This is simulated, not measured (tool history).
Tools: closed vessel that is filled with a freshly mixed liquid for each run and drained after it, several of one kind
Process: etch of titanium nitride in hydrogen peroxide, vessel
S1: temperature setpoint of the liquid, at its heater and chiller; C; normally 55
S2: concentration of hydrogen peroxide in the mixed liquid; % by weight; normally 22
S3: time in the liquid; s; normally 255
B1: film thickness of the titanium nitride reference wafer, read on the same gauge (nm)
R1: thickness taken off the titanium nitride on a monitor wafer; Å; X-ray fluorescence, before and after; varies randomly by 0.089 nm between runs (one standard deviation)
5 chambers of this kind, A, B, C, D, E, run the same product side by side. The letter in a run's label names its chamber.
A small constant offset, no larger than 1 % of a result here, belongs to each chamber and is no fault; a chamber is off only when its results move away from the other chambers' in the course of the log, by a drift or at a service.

| run | hour | S1 | S2 | S3 | B1 | R1 |
|---|---|---|---|---|---|---|
| 1C | 9.6 | 55 | 22 | 255 | 99.999 | 269.93 |
| 2D | 17.5 | 55 | 22 | 255 | 99.998 | 268.99 |
| 3E | 24.4 | 55 | 22 | 255 | 99.947 | 272.14 |
| 4A | 37.7 | 55 | 22 | 255 | 99.992 | 269.69 |
| 5B | 45.6 | 55 | 22 | 255 | 100.000 | 271.20 |
| 6C | 55.8 | 55 | 22 | 255 | 100.000 | 268.95 |
|  | 58.3 | chamber A: peroxide flow meter replaced |
| 7E | 65.6 | 55 | 22 | 255 | 100.000 | 270.59 |
| 8D | 78.9 | 55 | 22 | 255 | 99.989 | 268.85 |
|  | 81.0 | chamber C: thermometer replaced |
|  | 84.0 | chamber D: thermometer replaced |
| 9B | 85.5 | 55 | 22 | 255 | 100.030 | 271.06 |
| 10A | 99.0 | 55 | 22 | 255 | 100.000 | 268.14 |
|  | 101.0 | chamber B: new drum of peroxide connected |
| 11C | 110.1 | 55 | 22 | 255 | 99.997 | 269.57 |
| 12E | 121.9 | 55 | 22 | 255 | 99.970 | 270.55 |
| 13B | 131.0 | 55 | 22 | 255 | 99.980 | 270.76 |
| 14A | 140.9 | 55 | 22 | 255 | 99.946 | 267.23 |
| 15D | 148.4 | 55 | 22 | 255 | 99.970 | 271.01 |
| 16D | 158.6 | 55 | 22 | 255 | 99.996 | 269.24 |
| 17B | 171.4 | 55 | 22 | 255 | 100.000 | 272.37 |
| 18E | 179.6 | 55 | 22 | 255 | 99.996 | 269.97 |
| 19C | 190.4 | 55 | 22 | 255 | 100.040 | 268.90 |
| 20A | 203.0 | 55 | 22 | 255 | 100.040 | 266.95 |
| 21C | 215.4 | 55 | 22 | 255 | 99.957 | 267.76 |
| 22E | 227.8 | 55 | 22 | 255 | 99.981 | 270.02 |
|  | 232.1 | chamber E: thermometer replaced |
| 23B | 239.6 | 55 | 22 | 255 | 99.997 | 270.41 |
|  | 240.1 | chamber A: new drum of peroxide connected |
| 24A | 251.3 | 55 | 22 | 255 | 100.020 | 265.41 |
| 25D | 264.7 | 55 | 22 | 255 | 99.986 | 269.19 |
| 26B | 273.3 | 55 | 22 | 255 | 99.990 | 271.42 |
| 27D | 281.2 | 55 | 22 | 255 | 100.020 | 269.38 |
| 28C | 291.3 | 55 | 22 | 255 | 99.994 | 269.59 |
| 29A | 304.9 | 55 | 22 | 255 | 100.020 | 265.76 |
| 30E | 317.4 | 55 | 22 | 255 | 100.030 | 271.96 |
| 31D | 323.7 | 55 | 22 | 255 | 100.010 | 267.57 |
| 32E | 330.0 | 55 | 22 | 255 | 99.950 | 269.50 |
| 33B | 342.0 | 55 | 22 | 255 | 100.020 | 270.37 |
| 34C | 355.0 | 55 | 22 | 255 | 100.030 | 267.46 |
| 35A | 366.4 | 55 | 22 | 255 | 100.010 | 262.76 |
| 36D | 374.8 | 55 | 22 | 255 | 100.010 | 269.23 |

For the next run the whole fleet of 5 chambers uses the same settings. Give each chamber's results:
| 37A | 384.6 | 55 | 22 | 255 |  | ? |
| 37B | 384.6 | 55 | 22 | 255 |  | ? |
| 37C | 384.6 | 55 | 22 | 255 |  | ? |
| 37D | 384.6 | 55 | 22 | 255 |  | ? |
| 37E | 384.6 | 55 | 22 | 255 |  | ? |

| run | R1 |
|---|---|
| 37A | 261.38 |
| 37B | 271.94 |
| 37C | 269.34 |
| 37D | 269.53 |
| 37E | 270.38 |
